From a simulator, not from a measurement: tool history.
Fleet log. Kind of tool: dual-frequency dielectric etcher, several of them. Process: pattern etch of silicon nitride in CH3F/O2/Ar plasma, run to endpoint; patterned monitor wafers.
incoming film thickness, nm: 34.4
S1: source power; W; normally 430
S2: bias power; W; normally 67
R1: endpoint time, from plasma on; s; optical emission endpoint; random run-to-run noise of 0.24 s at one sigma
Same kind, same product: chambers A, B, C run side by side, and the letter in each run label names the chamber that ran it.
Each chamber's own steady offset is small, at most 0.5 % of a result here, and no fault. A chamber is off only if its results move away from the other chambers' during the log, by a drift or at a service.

run     day   S1  S2      R1
 1B   0.471  430  67  49.246
 2A   0.950  430  67  49.290
 3C   1.275  430  67  50.200
 4C   1.729  430  67  50.068
 5A   2.233  430  67  49.153
 6B   2.762  430  67  49.712
 7C   3.112  430  67  49.772
 8A   3.433  430  67  49.205
 9B   4.025  430  67  49.662
      4.192  -- chamber B: wet clean of the chamber
10B   4.379  430  67  47.581
11A   4.983  480  67  47.280
12C   5.325  480  67  47.656
13A   5.767  480  67  47.342
14B   6.304  430  67  47.689
      6.862  -- chamber A: wet clean of the chamber
15C   6.979  430  67  50.001
16B   7.362  430  67  47.800
17A   7.783  430  67  49.507
18C   8.396  430  67  49.555
19C   8.804  430  67  49.566
20B   9.450  430  67  47.876
21A  10.129  430  67  49.612
22C  10.458  430  67  49.285
23B  10.892  430  67  47.552

All chambers now run identical settings, listed one chamber a line with results as question marks. What results will each chamber show?
24A  11.379  430  67   ?
24B  11.379  430  67   ?
24C  11.379  430  67   ?

run      R1
24A  49.182
24B  47.435
24C  49.148
